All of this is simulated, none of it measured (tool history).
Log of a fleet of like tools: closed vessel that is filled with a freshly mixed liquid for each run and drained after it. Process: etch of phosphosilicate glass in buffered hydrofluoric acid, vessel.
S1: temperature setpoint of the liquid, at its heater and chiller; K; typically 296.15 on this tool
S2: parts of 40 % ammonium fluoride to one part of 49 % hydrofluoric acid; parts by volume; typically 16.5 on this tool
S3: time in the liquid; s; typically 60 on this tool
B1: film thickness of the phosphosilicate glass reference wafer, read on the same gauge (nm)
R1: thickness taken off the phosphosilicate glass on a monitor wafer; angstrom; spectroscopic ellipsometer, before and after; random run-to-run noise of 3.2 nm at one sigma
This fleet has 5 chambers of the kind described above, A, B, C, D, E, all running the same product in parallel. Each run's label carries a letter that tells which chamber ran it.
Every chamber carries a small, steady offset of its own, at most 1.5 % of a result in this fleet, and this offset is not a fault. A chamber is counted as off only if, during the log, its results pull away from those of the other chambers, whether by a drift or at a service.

{"run": "1D", "day": 0.55, "S1": 296.15, "S2": 16.5, "S3": 60, "B1": 140.05, "R1": 3212.6}
{"run": "2B", "day": 1.117, "S1": 296.15, "S2": 16.5, "S3": 60, "B1": 140.01, "R1": 3170.9}
{"run": "3E", "day": 1.683, "S1": 296.15, "S2": 16.5, "S3": 60, "B1": 140.02, "R1": 3215.6}
{"run": "4C", "day": 2.35, "S1": 296.15, "S2": 16.5, "S3": 60, "B1": 139.97, "R1": 3180.5}
{"run": "5A", "day": 2.8, "S1": 296.15, "S2": 16.5, "S3": 60, "B1": 139.98, "R1": 3238.3}
{"run": "6C", "day": 3.462, "S1": 291.15, "S2": 16.5, "S3": 60, "B1": 140.02, "R1": 2433.6}
{"run": "7D", "day": 4.062, "S1": 291.15, "S2": 16.5, "S3": 60, "B1": 139.99, "R1": 2451.5}
{"run": "8E", "day": 4.7, "S1": 291.15, "S2": 16.5, "S3": 60, "B1": 139.98, "R1": 2421.4}
{"run": "9B", "day": 5.175, "S1": 291.15, "S2": 16.5, "S3": 60, "B1": 140.01, "R1": 2417.6}
{"run": "10A", "day": 5.562, "S1": 291.15, "S2": 16.5, "S3": 60, "B1": 140.01, "R1": 2369.1}
{"run": "11E", "day": 6.004, "S1": 296.15, "S2": 16.5, "S3": 60, "B1": 139.96, "R1": 3233.1}
{"run": "12A", "day": 6.683, "S1": 296.15, "S2": 16.5, "S3": 60, "B1": 140.02, "R1": 3149.3}
{"run": "13D", "day": 7.062, "S1": 296.15, "S2": 16.5, "S3": 60, "B1": 140.03, "R1": 3207.4}
{"run": "14B", "day": 7.596, "S1": 296.15, "S2": 16.5, "S3": 60, "B1": 139.96, "R1": 3192.3}
{"run": "15C", "day": 7.971, "S1": 296.15, "S2": 16.5, "S3": 60, "B1": 140.0, "R1": 3256.7}
{"run": "16C", "day": 8.312, "S1": 294.15, "S2": 16.5, "S3": 60, "B1": 139.98, "R1": 2831.8}
{"run": "17A", "day": 8.838, "S1": 294.15, "S2": 16.5, "S3": 60, "B1": 139.95, "R1": 2765.2}
{"run": "18B", "day": 9.425, "S1": 294.15, "S2": 16.5, "S3": 60, "B1": 140.0, "R1": 2802.4}
{"run": "19E", "day": 10.075, "S1": 294.15, "S2": 16.5, "S3": 60, "B1": 139.94, "R1": 2903.7}
{"run": "20D", "day": 10.442, "S1": 294.15, "S2": 16.5, "S3": 60, "B1": 140.01, "R1": 2870.9}
{"run": "21B", "day": 11.021, "S1": 296.15, "S2": 16.5, "S3": 60, "B1": 139.99, "R1": 3163.9}
{"run": "22E", "day": 11.679, "S1": 296.15, "S2": 16.5, "S3": 60, "B1": 139.98, "R1": 3202.0}
{"run": "23A", "day": 12.25, "S1": 296.15, "S2": 16.5, "S3": 60, "B1": 140.01, "R1": 2994.8}
{"run": "24D", "day": 12.75, "S1": 296.15, "S2": 16.5, "S3": 60, "B1": 140.02, "R1": 3185.7}
{"run": "25C", "day": 13.175, "S1": 296.15, "S2": 16.5, "S3": 60, "B1": 139.94, "R1": 3170.1}
{"run": "26A", "day": 13.825, "S1": 296.15, "S2": 16.5, "S3": 60, "B1": 139.93, "R1": 2937.8}
{"run": "27E", "day": 14.371, "S1": 296.15, "S2": 16.5, "S3": 60, "B1": 139.97, "R1": 3261.5}
{"run": "28C", "day": 15.017, "S1": 296.15, "S2": 16.5, "S3": 60, "B1": 140.01, "R1": 3258.6}
{"run": "29B", "day": 15.704, "S1": 296.15, "S2": 16.5, "S3": 60, "B1": 140.0, "R1": 3152.4}
{"run": "30D", "day": 16.392, "S1": 301.15, "S2": 16.5, "S3": 60, "B1": 140.0, "R1": 4221.6}
{"run": "31D", "day": 16.854, "S1": 301.15, "S2": 16.5, "S3": 60, "B1": 139.98, "R1": 4254.4}
{"run": "32E", "day": 17.512, "S1": 301.15, "S2": 16.5, "S3": 60, "B1": 140.03, "R1": 4234.5}

Next, all 5 chambers run the settings below, one line each with question marks for the results. What does each chamber give?
{"run": "33A", "day": 18.004, "S1": 296.15, "S2": 16.5, "S3": 60, "R1": "?"}
{"run": "33B", "day": 18.004, "S1": 296.15, "S2": 16.5, "S3": 60, "R1": "?"}
{"run": "33C", "day": 18.004, "S1": 296.15, "S2": 16.5, "S3": 60, "R1": "?"}
{"run": "33D", "day": 18.004, "S1": 296.15, "S2": 16.5, "S3": 60, "R1": "?"}
{"run": "33E", "day": 18.004, "S1": 296.15, "S2": 16.5, "S3": 60, "R1": "?"}

run=33A R1=2875.6
run=33B R1=3148.8
run=33C R1=3186.4
run=33D R1=3181.7
run=33E R1=3295.1
